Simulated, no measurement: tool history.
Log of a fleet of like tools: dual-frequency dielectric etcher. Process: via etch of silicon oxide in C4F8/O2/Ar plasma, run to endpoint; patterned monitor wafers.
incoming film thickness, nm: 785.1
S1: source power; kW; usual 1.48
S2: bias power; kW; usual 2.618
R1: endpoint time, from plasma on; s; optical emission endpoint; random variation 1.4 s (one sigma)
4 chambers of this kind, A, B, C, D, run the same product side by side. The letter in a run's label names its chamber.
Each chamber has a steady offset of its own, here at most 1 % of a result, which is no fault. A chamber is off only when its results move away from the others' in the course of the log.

run	hour	S1	S2	R1
1C	14.3	1.48	2.618	162.01
2D	25.8	1.48	2.618	161.72
# hour 37.1: chamber D: wet clean of the chamber
3B	38.6	1.48	2.618	161.48
4A	47.1	1.48	2.618	159.2
5A	55.5	1.48	2.618	159.09
# hour 58.2: chamber B: wet clean of the chamber
6B	67.2	1.8	3.178	141.1
7D	74.6	1.8	3.178	139.72
8C	89.3	1.8	3.178	141.49
9A	98.9	1.8	3.178	141.09
10B	111.5	1.48	2.618	163.69
11D	124.9	1.48	2.618	160.96
12C	132.2	1.48	2.618	160.77
13D	143.3	1.48	2.618	160.24
14B	151.8	1.71	2.82	148.58
# hour 156.5: chamber A: wet clean of the chamber
15C	158.3	1.71	2.82	147.47
16A	165.4	1.71	2.82	147.56
17D	172.8	1.71	2.82	147.49
18B	182.9	1.48	2.618	161.94
19A	196.9	1.48	2.618	161.31
20C	210.3	1.68	3.178	145.83
21B	224.7	1.68	3.178	143.3
22A	235.5	1.68	3.178	143.29
23D	242.4	1.68	3.178	144.05
24C	253.7	1.48	2.618	162.9
25A	267.6	1.48	2.618	160.24
26C	274.8	1.48	2.618	159.1
27B	282.9	1.48	2.618	157.07
28D	294.7	1.48	2.618	156.63
# hour 306: chamber C: wet clean of the chamber
29C	306.8	1.48	2.618	161.46
30A	315.6	1.48	2.618	159.85
31B	326.9	1.48	2.618	161
32D	334.9	1.48	2.618	161.21
33D	349.6	1.48	2.618	160.68
34B	361.6	1.48	2.618	159.98
35C	370.5	1.48	2.618	160

Is one chamber off against the others, does the gauge drift, or is nothing wrong? If a chamber is off, say which, and what the likeliest cause is.

No chamber stands off beyond its own small offset, and the gauge holds steady.
